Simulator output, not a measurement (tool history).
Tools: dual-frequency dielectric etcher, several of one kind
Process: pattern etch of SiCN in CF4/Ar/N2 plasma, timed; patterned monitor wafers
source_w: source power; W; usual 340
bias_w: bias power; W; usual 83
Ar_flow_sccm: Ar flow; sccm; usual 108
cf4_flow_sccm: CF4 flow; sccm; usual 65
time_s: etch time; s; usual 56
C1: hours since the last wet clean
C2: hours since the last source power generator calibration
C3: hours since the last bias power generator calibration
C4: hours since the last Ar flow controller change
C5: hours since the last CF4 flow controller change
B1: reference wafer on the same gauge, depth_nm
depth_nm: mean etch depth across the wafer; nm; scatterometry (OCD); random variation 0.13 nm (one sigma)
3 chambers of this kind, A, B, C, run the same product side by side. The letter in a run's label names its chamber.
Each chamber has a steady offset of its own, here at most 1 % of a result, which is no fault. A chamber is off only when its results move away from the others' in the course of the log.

Run 1A, hour 10.8: usual settings; C1 345.2; C2 671.1; C3 421.9; C4 4523.3; C5 3483; B1 40.612. Result: depth_nm 38.888 nm.
Run 2B, hour 21.1: usual settings; C1 138.5; C2 180.8; C3 1119.5; C4 2433.6; C5 4770.6; B1 40.61. Result: depth_nm 39.497 nm.
Run 3C, hour 33.6: usual settings; C1 199.7; C2 1248.8; C3 3194.3; C4 2796; C5 467.4; B1 40.587. Result: depth_nm 38.658 nm.
Run 4B, hour 46.5: usual settings; C1 163.9; C2 206.2; C3 1144.9; C4 2459; C5 4796; B1 40.61. Result: depth_nm 39.121 nm.
Run 5C, hour 59.8: usual settings; C1 225.9; C2 1275; C3 3220.5; C4 2822.2; C5 493.6; B1 40.599. Result: depth_nm 38.422 nm.
Run 6A, hour 67.1: usual settings; C1 401.5; C2 727.4; C3 478.2; C4 4579.6; C5 3539.3; B1 40.599. Result: depth_nm 38.586 nm.
Run 7A, hour 75.8: usual settings; C1 410.2; C2 736.1; C3 486.9; C4 4588.3; C5 3548; B1 40.614. Result: depth_nm 38.705 nm.
Run 8C, hour 82.3: usual settings; C1 248.4; C2 1297.5; C3 3243; C4 2844.7; C5 516.1; B1 40.652. Result: depth_nm 38.717 nm.
Run 9B, hour 92: usual settings; C1 209.4; C2 251.7; C3 1190.4; C4 2504.5; C5 4841.5; B1 40.593. Result: depth_nm 39.15 nm.
Run 10C, hour 104.8: usual settings; C1 270.9; C2 1320; C3 3265.5; C4 2867.2; C5 538.6; B1 40.611. Result: depth_nm 38.423 nm.
Run 11A, hour 118.6: usual settings; C1 453; C2 778.9; C3 529.7; C4 4631.1; C5 3590.8; B1 40.558. Result: depth_nm 38.679 nm.
Run 12B, hour 130.4: usual settings but time_s 44.5 s; C1 247.8; C2 290.1; C3 1228.8; C4 2542.9; C5 4879.9; B1 40.587. Result: depth_nm 31.077 nm.
Run 13A, hour 142.2: usual settings but time_s 44.5 s; C1 476.6; C2 802.5; C3 553.3; C4 4654.7; C5 3614.4; B1 40.619. Result: depth_nm 30.93 nm.
At hour 151.3: chamber C: wet clean of the chamber.
Run 14B, hour 154.2: usual settings but time_s 44.5 s; C1 271.6; C2 313.9; C3 1252.6; C4 2566.7; C5 4903.7; B1 40.599. Result: depth_nm 31.134 nm.
Run 15C, hour 163.4: usual settings; C1 12.1; C2 1378.6; C3 3324.1; C4 2925.8; C5 597.2; B1 40.595. Result: depth_nm 38.72 nm.
Run 16B, hour 175.2: usual settings but source_w 400 W; C1 292.6; C2 334.9; C3 1273.6; C4 2587.7; C5 4924.7; B1 40.594. Result: depth_nm 45.448 nm.
Run 17C, hour 182.5: usual settings but source_w 400 W; C1 31.2; C2 1397.7; C3 3343.2; C4 2944.9; C5 616.3; B1 40.577. Result: depth_nm 44.68 nm.
Run 18A, hour 191.9: usual settings but source_w 400 W; C1 526.3; C2 852.2; C3 603; C4 4704.4; C5 3664.1; B1 40.614. Result: depth_nm 44.645 nm.
At hour 199.7: chamber A: wet clean of the chamber.
Run 19C, hour 200.8: usual settings; C1 49.5; C2 1416; C3 3361.5; C4 2963.2; C5 634.6; B1 40.595. Result: depth_nm 38.79 nm.
Run 20A, hour 209.1: usual settings; C1 9.4; C2 869.4; C3 620.2; C4 4721.6; C5 3681.3; B1 40.592. Result: depth_nm 38.577 nm.
Run 21B, hour 218.1: usual settings; C1 335.5; C2 377.8; C3 1316.5; C4 2630.6; C5 4967.6; B1 40.594. Result: depth_nm 39.446 nm.
At hour 228.1: chamber A: Ar flow controller replaced.
Run 22B, hour 231.8: usual settings; C1 349.2; C2 391.5; C3 1330.2; C4 2644.3; C5 4981.3; B1 40.6. Result: depth_nm 39.364 nm.
Run 23C, hour 240.1: usual settings; C1 88.8; C2 1455.3; C3 3400.8; C4 3002.5; C5 673.9; B1 40.569. Result: depth_nm 38.65 nm.
Run 24A, hour 248.6: usual settings; C1 48.9; C2 908.9; C3 659.7; C4 20.6; C5 3720.8; B1 40.569. Result: depth_nm 38.649 nm.
Run 25C, hour 261.4: usual settings; C1 110.1; C2 1476.6; C3 3422.1; C4 3023.8; C5 695.2; B1 40.609. Result: depth_nm 38.628 nm.

What goes on in this fleet: one chamber off, a drifting gauge, or nothing beyond the chambers' own small offsets? Name the chamber and the cause, if any.

No chamber stands off beyond its own small offset, and the gauge holds steady.

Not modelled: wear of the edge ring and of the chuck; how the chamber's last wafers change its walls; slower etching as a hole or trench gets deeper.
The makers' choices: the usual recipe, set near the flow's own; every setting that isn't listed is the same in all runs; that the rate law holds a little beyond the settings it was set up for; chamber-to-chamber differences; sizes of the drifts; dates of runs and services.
